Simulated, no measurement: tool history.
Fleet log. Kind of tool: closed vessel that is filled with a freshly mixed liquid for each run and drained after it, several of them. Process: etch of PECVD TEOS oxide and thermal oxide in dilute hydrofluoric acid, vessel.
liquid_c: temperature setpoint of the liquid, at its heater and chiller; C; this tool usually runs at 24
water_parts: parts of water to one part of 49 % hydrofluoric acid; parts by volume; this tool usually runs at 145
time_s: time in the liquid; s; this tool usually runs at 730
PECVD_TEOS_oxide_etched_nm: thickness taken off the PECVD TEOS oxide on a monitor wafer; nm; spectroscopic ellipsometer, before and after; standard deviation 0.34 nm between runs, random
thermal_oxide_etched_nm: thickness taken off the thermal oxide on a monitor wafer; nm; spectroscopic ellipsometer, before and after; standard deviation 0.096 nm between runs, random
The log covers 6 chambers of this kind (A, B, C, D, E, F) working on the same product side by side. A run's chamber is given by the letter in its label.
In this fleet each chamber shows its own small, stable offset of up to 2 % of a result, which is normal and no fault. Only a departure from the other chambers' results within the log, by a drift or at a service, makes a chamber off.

run,day,liquid_c,water_parts,time_s,hours since the thermometer was replaced,hours since the hydrofluoric acid flow meter was replaced,"read-back film thickness of the PECVD TEOS oxide reference wafer, read on the same gauge (nm)","read-back film thickness of the thermal oxide reference wafer, read on the same gauge (nm)",PECVD_TEOS_oxide_etched_nm,thermal_oxide_etched_nm
1E,0.533,24,145,730,368.4,1437.1,120.02,110.02,48.646,22.330
2A,1.067,24,145,730,450.4,1377.2,119.99,109.96,48.487,22.417
3F,1.350,24,145,730,845.5,815.2,120.01,109.97,49.470,22.228
4D,1.658,24,145,730,658.0,527.2,120.00,110.00,47.894,22.446
5C,2.112,24,145,730,566.1,1587.5,120.00,109.99,49.026,22.404
6B,2.504,24,145,730,327.8,2175.8,119.99,110.01,48.433,22.255
7F,2.825,24,145,730,880.9,850.6,120.00,109.99,49.245,22.245
8A,3.112,24,145,730,499.5,1426.3,120.03,109.98,49.318,22.319
9B,3.396,24,145,730,349.2,2197.2,119.98,110.00,48.282,22.183
10E,3.758,24,145,730,445.8,1514.5,120.03,110.00,48.750,22.455
11D,4.196,24,145,730,718.9,588.1,120.02,109.95,48.498,22.372
12C,4.733,24,145,730,629.0,1650.4,120.02,110.02,49.000,22.494
13E,5.138,24,145,730,478.9,1547.6,119.97,109.97,48.919,22.199
14D,5.629,24,145,730,753.3,622.5,120.01,110.03,47.745,22.455
15B,6.075,24,145,730,413.5,2261.5,119.96,110.02,48.751,22.325
# day 6.183: chamber C: thermometer replaced
16A,6.546,24,145,730,581.9,1508.7,120.00,110.00,48.034,22.290
17C,7.029,24,145,730,20.3,1705.5,119.97,109.97,48.659,22.594
18F,7.404,24,145,730,990.8,960.5,120.01,109.97,49.867,22.236
19E,7.942,24,145,730,546.2,1614.9,120.03,110.01,48.008,22.226
20F,8.275,24,145,730,1011.7,981.4,120.00,110.00,48.973,22.099
21D,8.775,24,145,730,828.8,698.0,119.99,110.01,48.379,22.497
22B,9.267,24,145,730,490.1,2338.1,119.98,109.97,47.899,22.479
23A,9.617,24,145,730,655.6,1582.4,119.99,110.02,48.772,22.290
# day 9.958: chamber B: hydrofluoric acid flow meter replaced
24C,10.025,24,145,730,92.2,1777.4,120.01,110.03,48.793,22.624
25B,10.338,24,145,730,515.8,9.1,119.97,109.99,47.790,22.115
# day 10.350: chamber C: hydrofluoric acid flow meter replaced
# day 10.575: chamber D: thermometer replaced
26A,10.588,24,145,730,678.9,1605.7,120.04,110.00,48.721,22.343
27D,10.900,24,145,945,7.8,749.0,120.00,109.98,62.636,28.837
28F,11.296,24,145,945,1084.2,1053.9,120.03,109.94,63.889,28.865
29C,11.696,24,145,945,132.3,32.3,120.04,109.98,62.589,29.184
30E,12.038,24,145,945,644.5,1713.2,120.00,109.99,62.751,28.633
31B,12.342,24,145,945,563.9,57.2,120.01,110.01,62.091,28.801
32D,12.829,24,145,945,54.1,795.3,120.00,109.97,62.006,28.965
33C,13.392,24,145,730,173.0,73.0,120.00,110.04,48.571,22.421
# day 13.833: chamber A: hydrofluoric acid flow meter replaced
34F,13.896,24,145,730,1146.6,1116.3,120.00,110.01,49.013,22.157
35A,14.254,24,145,730,766.9,10.2,120.01,110.01,48.684,22.296
36E,14.533,24,145,730,704.4,1773.1,120.01,110.01,48.615,22.520
37B,15.058,24,145,730,629.1,122.4,119.97,110.01,48.260,22.209

Is one chamber out of step, is the gauge drifting, or do the chambers differ by no more than their own small offsets? For an off chamber, give its letter and the likeliest cause.

The fleet is healthy, with each chamber sitting at its usual small offset and no drift in the gauge.
